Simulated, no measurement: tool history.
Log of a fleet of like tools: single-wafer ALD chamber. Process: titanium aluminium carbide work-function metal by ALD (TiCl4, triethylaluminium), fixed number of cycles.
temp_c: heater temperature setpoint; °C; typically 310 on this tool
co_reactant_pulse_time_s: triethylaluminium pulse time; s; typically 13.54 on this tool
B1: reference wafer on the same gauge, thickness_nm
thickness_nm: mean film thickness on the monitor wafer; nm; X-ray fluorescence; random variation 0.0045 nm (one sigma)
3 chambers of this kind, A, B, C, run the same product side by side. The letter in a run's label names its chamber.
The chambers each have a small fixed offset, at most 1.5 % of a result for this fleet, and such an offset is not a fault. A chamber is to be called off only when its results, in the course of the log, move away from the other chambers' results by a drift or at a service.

-- hour=2.7 chamber C: triethylaluminium bottle replaced
run 1C hour=10.4 | temp_c=310 co_reactant_pulse_time_s=13.54 | B1=2.1392 | thickness_nm=2.113
run 2A hour=21.9 | temp_c=310 co_reactant_pulse_time_s=13.54 | B1=2.1389 | thickness_nm=2.1368
run 3B hour=33.8 | temp_c=310 co_reactant_pulse_time_s=13.54 | B1=2.1393 | thickness_nm=2.1285
run 4B hour=48.2 | temp_c=310 co_reactant_pulse_time_s=13.54 | B1=2.1401 | thickness_nm=2.1382
run 5C hour=58.2 | temp_c=300 co_reactant_pulse_time_s=17.93 | B1=2.1404 | thickness_nm=2.0319
run 6A hour=67.5 | temp_c=300 co_reactant_pulse_time_s=17.93 | B1=2.1392 | thickness_nm=2.0635
run 7B hour=79.8 | temp_c=300 co_reactant_pulse_time_s=17.93 | B1=2.1389 | thickness_nm=2.0565
run 8C hour=93.9 | temp_c=310 co_reactant_pulse_time_s=13.54 | B1=2.1397 | thickness_nm=2.1015
run 9A hour=107 | temp_c=305 co_reactant_pulse_time_s=16.16 | B1=2.1396 | thickness_nm=2.101
-- hour=108.8 chamber B: triethylaluminium bottle replaced
run 10C hour=115.2 | temp_c=305 co_reactant_pulse_time_s=16.16 | B1=2.1408 | thickness_nm=2.0812
run 11B hour=128 | temp_c=305 co_reactant_pulse_time_s=16.16 | B1=2.1388 | thickness_nm=2.1079
run 12A hour=140.3 | temp_c=310 co_reactant_pulse_time_s=13.54 | B1=2.1399 | thickness_nm=2.142
run 13C hour=150.5 | temp_c=310 co_reactant_pulse_time_s=13.54 | B1=2.1397 | thickness_nm=2.1094
run 14B hour=159.5 | temp_c=310 co_reactant_pulse_time_s=13.54 | B1=2.1403 | thickness_nm=2.1436
run 15A hour=168.6 | temp_c=310 co_reactant_pulse_time_s=13.54 | B1=2.1414 | thickness_nm=2.1345
run 16B hour=176.1 | temp_c=310 co_reactant_pulse_time_s=13.54 | B1=2.1402 | thickness_nm=2.1334
run 17C hour=188 | temp_c=310 co_reactant_pulse_time_s=13.54 | B1=2.1396 | thickness_nm=2.112
run 18A hour=199.5 | temp_c=310 co_reactant_pulse_time_s=13.54 | B1=2.1407 | thickness_nm=2.1381
run 19A hour=208.2 | temp_c=310 co_reactant_pulse_time_s=13.54 | B1=2.1407 | thickness_nm=2.1284
run 20C hour=215.6 | temp_c=310 co_reactant_pulse_time_s=13.54 | B1=2.1403 | thickness_nm=2.1133
run 21B hour=230.3 | temp_c=310 co_reactant_pulse_time_s=13.54 | B1=2.1407 | thickness_nm=2.1405
run 22C hour=241.2 | temp_c=310 co_reactant_pulse_time_s=13.54 | B1=2.1395 | thickness_nm=2.1156
run 23B hour=251.2 | temp_c=310 co_reactant_pulse_time_s=13.54 | B1=2.1408 | thickness_nm=2.1472
run 24A hour=260.7 | temp_c=310 co_reactant_pulse_time_s=13.54 | B1=2.1411 | thickness_nm=2.1437
run 25A hour=270.3 | temp_c=310 co_reactant_pulse_time_s=13.54 | B1=2.1398 | thickness_nm=2.1304
run 26C hour=283.6 | temp_c=317 co_reactant_pulse_time_s=18.53 | B1=2.1405 | thickness_nm=2.201
run 27B hour=295.8 | temp_c=317 co_reactant_pulse_time_s=18.53 | B1=2.1416 | thickness_nm=2.2291
-- hour=300.6 chamber A: triethylaluminium bottle replaced
run 28C hour=309.6 | temp_c=317 co_reactant_pulse_time_s=18.53 | B1=2.1398 | thickness_nm=2.185
run 29B hour=318.2 | temp_c=310 co_reactant_pulse_time_s=13.54 | B1=2.1407 | thickness_nm=2.155
-- hour=332.8 chamber C: thermocouple changed; heater temperature recalibrated
run 30A hour=334.5 | temp_c=310 co_reactant_pulse_time_s=13.54 | B1=2.1395 | thickness_nm=2.1426
run 31C hour=343.7 | temp_c=319 co_reactant_pulse_time_s=8.67 | B1=2.1392 | thickness_nm=2.0986
run 32A hour=352 | temp_c=319 co_reactant_pulse_time_s=8.67 | B1=2.1409 | thickness_nm=2.1242
run 33B hour=362.1 | temp_c=319 co_reactant_pulse_time_s=8.67 | B1=2.1412 | thickness_nm=2.1458
run 34C hour=374.2 | temp_c=310 co_reactant_pulse_time_s=13.54 | B1=2.1406 | thickness_nm=2.1059
run 35B hour=387.9 | temp_c=310 co_reactant_pulse_time_s=13.54 | B1=2.1395 | thickness_nm=2.1558

Decide between three cases: one chamber stands off from its peers, the gauge reading all wafers drifts, or nothing is wrong past each chamber's small offset. Where a chamber is off, say which and what most likely put it there.

Chamber B drifts away from the others.
Likeliest cause: wafer temperature above the value expected at the setpoint (K) = 2.9.

Below are 4 candidate recipes for chamber B's next run, each the usual settings with a change, their results shown as question marks. Which of them brings B's results back in line with what the other chambers give on the usual settings?
In line means no further than this from the other chambers' mean on the usual settings: thickness_nm 0.017 nm
run 36B-1 hour=399.8 | temp_c=306 co_reactant_pulse_time_s=13.54 | thickness_nm=?
run 36B-2 hour=399.8 | temp_c=309 co_reactant_pulse_time_s=13.45 | thickness_nm=?
run 36B-3 hour=399.8 | temp_c=314 co_reactant_pulse_time_s=13.97 | thickness_nm=?
run 36B-4 hour=399.8 | temp_c=311 co_reactant_pulse_time_s=13.63 | thickness_nm=?

The other chambers' mean on the usual settings: thickness_nm 2.1218 nm
run=36B-1 thickness_nm=2.1233
run=36B-2 thickness_nm=2.1494
run=36B-3 thickness_nm=2.1978
run=36B-4 thickness_nm=2.1686
36B-1 is the one that brings the chamber's results back in line with the other chambers.
